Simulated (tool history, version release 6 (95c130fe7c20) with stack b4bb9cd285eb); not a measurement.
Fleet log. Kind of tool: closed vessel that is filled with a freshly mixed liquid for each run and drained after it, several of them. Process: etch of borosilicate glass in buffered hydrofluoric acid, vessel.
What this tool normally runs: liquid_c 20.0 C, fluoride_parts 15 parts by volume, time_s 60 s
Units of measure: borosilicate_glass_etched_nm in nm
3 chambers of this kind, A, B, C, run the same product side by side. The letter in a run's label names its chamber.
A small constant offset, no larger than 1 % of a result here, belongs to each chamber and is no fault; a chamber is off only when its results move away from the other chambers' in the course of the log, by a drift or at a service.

| run | day | liquid_c | fluoride_parts | time_s | hours since the thermometer was replaced | hours since the hydrofluoric acid flow meter was replaced | read-back film thickness of the borosilicate glass reference wafer, read on the same gauge (nm) | borosilicate_glass_etched_nm |
|---|---|---|---|---|---|---|---|---|
| 1B | 0.183 | 20.0 | 15 | 60 | 491.7 | 560.7 | 150.00 | 39.902 |
| 2C | 0.525 | 20.0 | 15 | 60 | 2178.3 | 1180.3 | 150.02 | 40.464 |
| 3A | 0.738 | 20.0 | 15 | 60 | 311.3 | 713.2 | 150.01 | 40.768 |
| 4B | 1.042 | 20.0 | 15 | 60 | 512.3 | 581.3 | 150.00 | 39.705 |
| 5C | 1.375 | 20.0 | 15 | 60 | 2198.7 | 1200.7 | 150.01 | 40.646 |
| 6A | 1.542 | 20.0 | 15 | 60 | 330.6 | 732.5 | 149.98 | 41.004 |
| 7C | 1.829 | 23.5 | 15 | 60 | 2209.6 | 1211.6 | 150.00 | 49.256 |
| 8B | 2.129 | 23.5 | 15 | 60 | 538.4 | 607.4 | 150.00 | 48.761 |
| 9A | 2.462 | 23.5 | 15 | 60 | 352.7 | 754.6 | 150.00 | 49.128 |
| 10C | 2.779 | 22.0 | 15 | 60 | 2232.4 | 1234.4 | 149.99 | 45.258 |
| 11A | 3.000 | 22.0 | 15 | 60 | 365.6 | 767.5 | 149.99 | 45.509 |
| 12B | 3.288 | 22.0 | 15 | 60 | 566.2 | 635.2 | 150.00 | 44.242 |
| 13A | 3.462 | 20.0 | 15 | 60 | 376.7 | 778.6 | 150.04 | 40.843 |
| 14B | 3.642 | 20.0 | 15 | 60 | 574.7 | 643.7 | 150.01 | 39.730 |
| 15C | 3.917 | 20.0 | 15 | 60 | 2259.7 | 1261.7 | 150.01 | 40.428 |
| 16A | 4.217 | 17.0 | 15 | 60 | 394.8 | 796.7 | 150.01 | 33.689 |
| 17B | 4.442 | 17.0 | 15 | 60 | 593.9 | 662.9 | 150.01 | 33.897 |
| 18C | 4.625 | 17.0 | 15 | 60 | 2276.7 | 1278.7 | 149.99 | 34.201 |
| 19C | 4.808 | 20.0 | 15 | 85 | 2281.1 | 1283.1 | 150.01 | 56.750 |
| 20B | 5.067 | 20.0 | 15 | 85 | 608.9 | 677.9 | 149.98 | 56.422 |
| 21A | 5.238 | 20.0 | 15 | 85 | 419.3 | 821.2 | 150.00 | 56.432 |
| 22B | 5.512 | 20.0 | 15 | 60 | 619.6 | 688.6 | 150.00 | 40.136 |
| 23C | 5.692 | 20.0 | 15 | 60 | 2302.3 | 1304.3 | 149.98 | 40.424 |
| 24A | 5.883 | 20.0 | 15 | 60 | 434.8 | 836.7 | 149.98 | 38.907 |
| 25B | 6.233 | 25.0 | 15 | 40 | 636.9 | 705.9 | 149.97 | 34.880 |
| 26C | 6.542 | 25.0 | 15 | 40 | 2322.7 | 1324.7 | 150.01 | 35.608 |
| 27A | 6.821 | 25.0 | 15 | 40 | 457.3 | 859.2 | 149.98 | 33.532 |
|  | 6.946 | chamber C: hydrofluoric acid flow meter replaced |
| 28A | 7.112 | 20.0 | 15 | 60 | 464.3 | 866.2 | 150.02 | 38.058 |
| 29C | 7.425 | 20.0 | 15 | 60 | 2343.9 | 11.5 | 150.01 | 40.168 |
| 30B | 7.738 | 20.0 | 15 | 60 | 673.0 | 742.0 | 149.99 | 40.128 |

Is one chamber out of step, is the gauge drifting, or do the chambers differ by no more than their own small offsets? For an off chamber, give its letter and the likeliest cause.

It is chamber A that slowly wanders off from its peers.
What lies behind it: hydrofluoric acid flow below the setpoint (%) = 8.31.
The log may not separate it from: liquid colder than its thermometer reads (K).

Here are 4 candidates for chamber A's next run, each the usual settings with a change, their results left as question marks. Which one brings its results back in line with what the others give on the usual settings?
To be in line, a result may differ from the other chambers' mean on the usual settings by at most: borosilicate_glass_etched_nm 0.830 nm
| 31A-1 | 7.988 | 21.5 | 15.0 | 60 |  |  |  | ? |
| 31A-2 | 7.988 | 20.0 | 15.5 | 55 |  |  |  | ? |
| 31A-3 | 7.988 | 18.5 | 15.0 | 60 |  |  |  | ? |
| 31A-4 | 7.988 | 20.0 | 14.5 | 65 |  |  |  | ? |

The other chambers' mean on the usual settings: borosilicate_glass_etched_nm 40.164 nm
| run | borosilicate_glass_etched_nm |
|---|---|
| 31A-1 | 40.387 |
| 31A-2 | 33.026 |
| 31A-3 | 34.244 |
| 31A-4 | 41.660 |
31A-1 puts the chamber back in line with the other chambers.
